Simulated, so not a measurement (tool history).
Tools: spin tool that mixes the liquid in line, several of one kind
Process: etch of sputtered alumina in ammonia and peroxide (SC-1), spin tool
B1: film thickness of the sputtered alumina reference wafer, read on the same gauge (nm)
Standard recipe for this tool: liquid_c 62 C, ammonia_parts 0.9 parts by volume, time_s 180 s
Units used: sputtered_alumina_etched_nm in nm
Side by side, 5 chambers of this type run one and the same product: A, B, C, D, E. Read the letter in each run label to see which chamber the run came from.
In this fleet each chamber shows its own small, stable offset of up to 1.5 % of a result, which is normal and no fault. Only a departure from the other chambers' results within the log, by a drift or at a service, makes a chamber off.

{"run": "1E", "hour": 5.4, "liquid_c": 62, "ammonia_parts": 0.9, "time_s": 180, "B1": 149.99, "sputtered_alumina_etched_nm": 21.44}
{"run": "2B", "hour": 11.8, "liquid_c": 62, "ammonia_parts": 0.9, "time_s": 180, "B1": 150.02, "sputtered_alumina_etched_nm": 21.324}
{"hour": 12.8, "done": "chamber C: ammonia flow meter replaced"}
{"hour": 14.2, "done": "chamber C: heated supply line repaired"}
{"run": "3A", "hour": 19.0, "liquid_c": 62, "ammonia_parts": 0.9, "time_s": 180, "B1": 149.97, "sputtered_alumina_etched_nm": 21.589}
{"run": "4D", "hour": 26.7, "liquid_c": 62, "ammonia_parts": 0.9, "time_s": 180, "B1": 149.99, "sputtered_alumina_etched_nm": 21.51}
{"run": "5C", "hour": 37.4, "liquid_c": 62, "ammonia_parts": 0.9, "time_s": 180, "B1": 150, "sputtered_alumina_etched_nm": 21.303}
{"run": "6D", "hour": 44.8, "liquid_c": 62, "ammonia_parts": 0.9, "time_s": 180, "B1": 149.98, "sputtered_alumina_etched_nm": 21.509}
{"run": "7A", "hour": 50.7, "liquid_c": 62, "ammonia_parts": 0.9, "time_s": 180, "B1": 149.97, "sputtered_alumina_etched_nm": 21.283}
{"run": "8B", "hour": 56.2, "liquid_c": 62, "ammonia_parts": 0.9, "time_s": 180, "B1": 150.01, "sputtered_alumina_etched_nm": 21.27}
{"run": "9E", "hour": 64.3, "liquid_c": 62, "ammonia_parts": 0.9, "time_s": 180, "B1": 149.99, "sputtered_alumina_etched_nm": 21.192}
{"run": "10C", "hour": 72.2, "liquid_c": 62, "ammonia_parts": 0.9, "time_s": 180, "B1": 149.99, "sputtered_alumina_etched_nm": 21.737}
{"run": "11B", "hour": 79.0, "liquid_c": 56, "ammonia_parts": 1.05, "time_s": 180, "B1": 149.97, "sputtered_alumina_etched_nm": 15.807}
{"run": "12A", "hour": 84.7, "liquid_c": 56, "ammonia_parts": 1.05, "time_s": 180, "B1": 150.01, "sputtered_alumina_etched_nm": 15.809}
{"run": "13E", "hour": 95.1, "liquid_c": 56, "ammonia_parts": 1.05, "time_s": 180, "B1": 149.99, "sputtered_alumina_etched_nm": 15.701}
{"run": "14C", "hour": 100.9, "liquid_c": 56, "ammonia_parts": 1.05, "time_s": 180, "B1": 150, "sputtered_alumina_etched_nm": 16.334}
{"run": "15D", "hour": 111.3, "liquid_c": 56, "ammonia_parts": 1.05, "time_s": 180, "B1": 149.99, "sputtered_alumina_etched_nm": 16.078}
{"run": "16E", "hour": 122.8, "liquid_c": 62, "ammonia_parts": 0.9, "time_s": 180, "B1": 150.01, "sputtered_alumina_etched_nm": 20.678}
{"run": "17A", "hour": 130.1, "liquid_c": 62, "ammonia_parts": 0.9, "time_s": 180, "B1": 150.01, "sputtered_alumina_etched_nm": 21.533}
{"hour": 136.3, "done": "chamber D: new drum of ammonia solution connected"}
{"run": "18D", "hour": 138.3, "liquid_c": 62, "ammonia_parts": 0.9, "time_s": 180, "B1": 149.98, "sputtered_alumina_etched_nm": 21.601}
{"run": "19B", "hour": 145.4, "liquid_c": 62, "ammonia_parts": 0.9, "time_s": 180, "B1": 149.98, "sputtered_alumina_etched_nm": 21.698}
{"run": "20C", "hour": 151.8, "liquid_c": 62, "ammonia_parts": 0.9, "time_s": 180, "B1": 150.03, "sputtered_alumina_etched_nm": 21.938}
{"hour": 153.5, "done": "chamber B: new drum of ammonia solution connected"}
{"run": "21D", "hour": 160.4, "liquid_c": 62, "ammonia_parts": 0.9, "time_s": 180, "B1": 150.01, "sputtered_alumina_etched_nm": 21.738}
{"run": "22C", "hour": 166.5, "liquid_c": 62, "ammonia_parts": 0.9, "time_s": 180, "B1": 150, "sputtered_alumina_etched_nm": 21.568}
{"run": "23B", "hour": 174.6, "liquid_c": 62, "ammonia_parts": 0.9, "time_s": 180, "B1": 150.01, "sputtered_alumina_etched_nm": 21.465}
{"run": "24A", "hour": 180.5, "liquid_c": 62, "ammonia_parts": 0.9, "time_s": 180, "B1": 150.01, "sputtered_alumina_etched_nm": 21.195}
{"run": "25E", "hour": 186.7, "liquid_c": 62, "ammonia_parts": 0.9, "time_s": 180, "B1": 150, "sputtered_alumina_etched_nm": 19.989}
{"run": "26B", "hour": 197.8, "liquid_c": 62, "ammonia_parts": 0.9, "time_s": 180, "B1": 150, "sputtered_alumina_etched_nm": 21.614}
{"run": "27D", "hour": 207.8, "liquid_c": 62, "ammonia_parts": 0.9, "time_s": 180, "B1": 150.04, "sputtered_alumina_etched_nm": 21.619}
{"hour": 214.3, "done": "chamber D: ammonia flow meter replaced"}
{"run": "28A", "hour": 217.9, "liquid_c": 62, "ammonia_parts": 0.9, "time_s": 180, "B1": 150.02, "sputtered_alumina_etched_nm": 21.395}
{"run": "29E", "hour": 224.1, "liquid_c": 65.5, "ammonia_parts": 0.9, "time_s": 180, "B1": 150.03, "sputtered_alumina_etched_nm": 23.512}
{"run": "30C", "hour": 230.2, "liquid_c": 65.5, "ammonia_parts": 0.9, "time_s": 180, "B1": 150.01, "sputtered_alumina_etched_nm": 25.758}
{"run": "31E", "hour": 238.6, "liquid_c": 65.5, "ammonia_parts": 0.9, "time_s": 180, "B1": 150, "sputtered_alumina_etched_nm": 23.25}
{"run": "32D", "hour": 249.5, "liquid_c": 65.5, "ammonia_parts": 0.9, "time_s": 180, "B1": 150.02, "sputtered_alumina_etched_nm": 25.646}

Each of the 5 chambers runs these same settings next. Fill in every chamber's results:
{"run": "33A", "hour": 257.9, "liquid_c": 62, "ammonia_parts": 0.5, "time_s": 180, "sputtered_alumina_etched_nm": "?"}
{"run": "33B", "hour": 257.9, "liquid_c": 62, "ammonia_parts": 0.5, "time_s": 180, "sputtered_alumina_etched_nm": "?"}
{"run": "33C", "hour": 257.9, "liquid_c": 62, "ammonia_parts": 0.5, "time_s": 180, "sputtered_alumina_etched_nm": "?"}
{"run": "33D", "hour": 257.9, "liquid_c": 62, "ammonia_parts": 0.5, "time_s": 180, "sputtered_alumina_etched_nm": "?"}
{"run": "33E", "hour": 257.9, "liquid_c": 62, "ammonia_parts": 0.5, "time_s": 180, "sputtered_alumina_etched_nm": "?"}

run=33A sputtered_alumina_etched_nm=20.447
run=33B sputtered_alumina_etched_nm=20.092
run=33C sputtered_alumina_etched_nm=20.33
run=33D sputtered_alumina_etched_nm=20.075
run=33E sputtered_alumina_etched_nm=18.236
